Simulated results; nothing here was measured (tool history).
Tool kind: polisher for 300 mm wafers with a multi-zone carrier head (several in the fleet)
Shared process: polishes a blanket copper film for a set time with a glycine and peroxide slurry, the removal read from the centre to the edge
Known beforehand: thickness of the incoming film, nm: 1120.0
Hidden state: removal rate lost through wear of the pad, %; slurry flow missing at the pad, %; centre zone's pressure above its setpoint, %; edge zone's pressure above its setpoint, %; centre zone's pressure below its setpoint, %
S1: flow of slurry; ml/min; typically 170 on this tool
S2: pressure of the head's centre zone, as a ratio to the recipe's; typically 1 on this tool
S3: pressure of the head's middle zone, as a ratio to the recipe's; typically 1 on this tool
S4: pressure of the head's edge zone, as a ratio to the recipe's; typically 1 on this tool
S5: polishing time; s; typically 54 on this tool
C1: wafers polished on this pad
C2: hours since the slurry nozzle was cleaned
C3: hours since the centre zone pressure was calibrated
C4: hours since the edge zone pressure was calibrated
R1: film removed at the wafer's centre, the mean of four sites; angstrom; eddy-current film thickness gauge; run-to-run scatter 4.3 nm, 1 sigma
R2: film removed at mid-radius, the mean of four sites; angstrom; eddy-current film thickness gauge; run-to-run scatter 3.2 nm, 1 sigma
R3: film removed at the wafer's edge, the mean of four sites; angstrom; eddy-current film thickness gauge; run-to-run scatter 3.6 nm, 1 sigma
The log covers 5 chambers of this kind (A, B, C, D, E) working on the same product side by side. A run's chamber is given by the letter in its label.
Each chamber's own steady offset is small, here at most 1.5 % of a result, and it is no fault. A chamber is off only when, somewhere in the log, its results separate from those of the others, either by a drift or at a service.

run	day	S1	S2	S3	S4	S5	C1	C2	C3	C4	R1	R2	R3
# day 0.104: chamber D: centre zone pressure recalibrated
# day 0.333: chamber D: worn pad replaced by a new one
# day 0.354: chamber C: worn pad replaced by a new one
1B	0.429	170	1	1	1	54	1206	252.6	753.1	371.4	2892.4	3009.1	2974.1
# day 0.804: chamber B: worn pad replaced by a new one
2C	0.962	170	1	1	1	54	182	307.6	497.9	843	2897.3	2908.5	2990.1
3A	1.379	170	1	1	1	54	556	52.3	1178.8	272	2997.5	2949.8	2960.8
4D	1.683	170	1	1	1	54	402	156.7	37.9	505.8	2958.9	2981.4	2902
# day 1.692: chamber C: centre zone pressure recalibrated
5E	2.192	170	1	1	1	54	786	181.2	633.7	430.4	2944.4	2975	2955
# day 2.383: chamber C: slurry nozzle cleaned
6D	2.796	170	1	1	1	54	734	183.4	64.6	532.5	2989.5	2997.8	2875.4
# day 3.138: chamber E: slurry nozzle cleaned
# day 3.146: chamber A: worn pad replaced by a new one
7B	3.379	170	1.09	1	1	54	768	323.4	823.9	442.2	3211.5	2964	3015.3
# day 3.467: chamber B: centre zone pressure recalibrated
# day 3.604: chamber E: worn pad replaced by a new one
8E	3.712	170	1.09	1	1	54	33	13.9	670.2	466.9	3359.1	2950.8	2953
9C	4.292	170	1.09	1	1	54	1174	45.8	62.4	922.9	3317	2870.1	3022.6
# day 4.379: chamber C: worn pad replaced by a new one
10A	4.721	170	1.09	1	1	54	470	132.5	1259	352.2	3217.2	2966.9	2937.5
# day 4.808: chamber D: worn pad replaced by a new one
# day 4.883: chamber A: centre zone pressure recalibrated
11B	5.004	170	1.09	1	1	54	1252	362.4	36.9	481.2	3352.3	2904.7	2945.5
12E	5.471	170	1	1	1	54	557	56.1	712.4	509.1	2991.2	2943.7	2999.8
# day 5.617: chamber B: worn pad replaced by a new one
13C	5.754	120	1	1	1	63	410	80.9	97.5	958	3206.3	3147.9	3373.2
14A	6.338	120	1	1	1	63	952	171.3	34.9	391	3215.7	3225.5	3191.7
15D	6.733	120	1	1	1	63	573	277.9	159.1	627	3209.2	3214.9	3262
16C	7.079	120	1	1	1	63	805	112.7	129.3	989.8	3139.6	3218.4	3335.6
# day 7.212: chamber A: worn pad replaced by a new one
# day 7.362: chamber E: worn pad replaced by a new one
17E	7.458	120	1	1	1	63	29	103.8	760.1	556.8	3168.9	3281.8	3182.3
18B	7.862	170	1	1	1	54	670	431	105.5	549.8	2962	2946.2	2943.2
19D	8.154	170	1	1	1	54	997	312	193.2	661.1	3015.8	2979.2	2987
20A	8.675	170	1	1	1	54	436	227.4	91	447.1	2945.5	2954.2	2912.6
# day 8.683: chamber C: worn pad replaced by a new one
# day 8.929: chamber D: worn pad replaced by a new one
21E	9.192	170	1	1	1	54	545	145.4	801.7	598.4	2990.5	2962.6	2986
22B	9.517	170	0.93	1	0.94	54	1163	470.7	145.2	589.5	2729.6	2903.8	2854.7
23D	10.038	170	0.93	1	0.94	54	331	357.2	238.4	706.3	2786.9	2940.4	2906
# day 10.325: chamber B: worn pad replaced by a new one
24A	10.571	170	0.93	1	0.94	54	1001	272.9	136.5	492.6	2761.7	2988.6	2831.3
# day 10.775: chamber E: slurry nozzle cleaned
25C	11.042	170	0.93	1	0.94	54	703	207.8	224.4	1084.9	2686.9	2938.4	2948.1
# day 11.121: chamber A: worn pad replaced by a new one
26D	11.338	170	0.93	1	0.94	54	718	388.4	269.6	737.5	2764.6	2913.3	2882.6
27E	11.85	170	1	1	1	54	1338	25.8	865.5	662.2	3044.2	2909.8	2861.5
# day 11.875: chamber E: worn pad replaced by a new one
28B	12.167	170	1	1	1	54	550	534.3	208.8	653.1	2928.9	2964	2987.6
29C	12.446	170	1	1.05	1	54	1121	241.5	258.1	1118.6	2985	3092.2	3091.3
30A	12.892	170	1	1.05	1	54	528	328.6	192.2	548.3	2946.1	3128	2969.1
# day 13.05: chamber C: worn pad replaced by a new one
31D	13.192	170	1	1.05	1	54	1271	432.9	314.1	782	2964.8	3134.3	2909.5
32C	13.562	170	1	1.05	1	54	153	268.3	284.9	1145.4	2976.4	2986.9	2995.3
# day 13.692: chamber D: worn pad replaced by a new one
33B	13.858	170	1	1.05	1	54	1054	574.9	249.4	693.7	2962.1	3102.6	2942.3
34A	14.429	170	1	1	1	54	986	365.5	229.1	585.2	3006.1	2989.1	2954.2
# day 14.462: chamber B: worn pad replaced by a new one
35E	14.696	170	1.09	1	1.1	54	841	94.1	933.8	730.5	3198	3000	3083
# day 14.979: chamber A: worn pad replaced by a new one
36D	15.196	170	1.09	1	1.1	54	448	481	362.2	830.1	3269.9	2956.1	3078.3
37A	15.608	170	1.09	1	1.1	54	188	393.8	257.4	613.5	3319.5	2955.9	3136.2
# day 15.725: chamber E: worn pad replaced by a new one
# day 15.804: chamber C: slurry nozzle cleaned
38C	16.162	170	1.09	1	1.1	54	928	8.6	347.3	1207.8	3264	3025.9	3133.6
39E	16.429	170	1.09	1	1.1	54	210	135.7	975.4	772.1	3257	2996.4	3095.8
40B	16.767	170	1	1	1	54	686	644.7	319.2	763.5	2954	2895.3	2937.3
41E	17.288	170	1	1	1	54	465	156.3	996	792.7	3013.5	2954.6	2965.6
42A	17.754	170	1	1	1	54	827	445.3	308.9	665	2992.8	2991.3	2947.8
43B	18.283	170	0.95	0.91	1	54	1138	681.1	355.6	799.9	2709.6	2754.7	2988.3
# day 18.617: chamber D: worn pad replaced by a new one
44D	18.712	170	0.95	0.91	1	54	29	565.4	446.6	914.5	2820.9	2720.4	2981.5

Next, every chamber runs the same settings. What will each give?
45A	19.15	170	1	1	1	54					?	?	?
45B	19.15	170	1	1	1	54					?	?	?
45C	19.15	170	1	1	1	54					?	?	?
45D	19.15	170	1	1	1	54					?	?	?
45E	19.15	170	1	1	1	54					?	?	?

run	R1	R2	R3
45A	2883.9	2913.4	2932.7
45B	2986.8	2986.6	2953.2
45C	3002	2975	2950.1
45D	2974.7	2962.2	2945.5
45E	2966.6	2937.3	2900.3

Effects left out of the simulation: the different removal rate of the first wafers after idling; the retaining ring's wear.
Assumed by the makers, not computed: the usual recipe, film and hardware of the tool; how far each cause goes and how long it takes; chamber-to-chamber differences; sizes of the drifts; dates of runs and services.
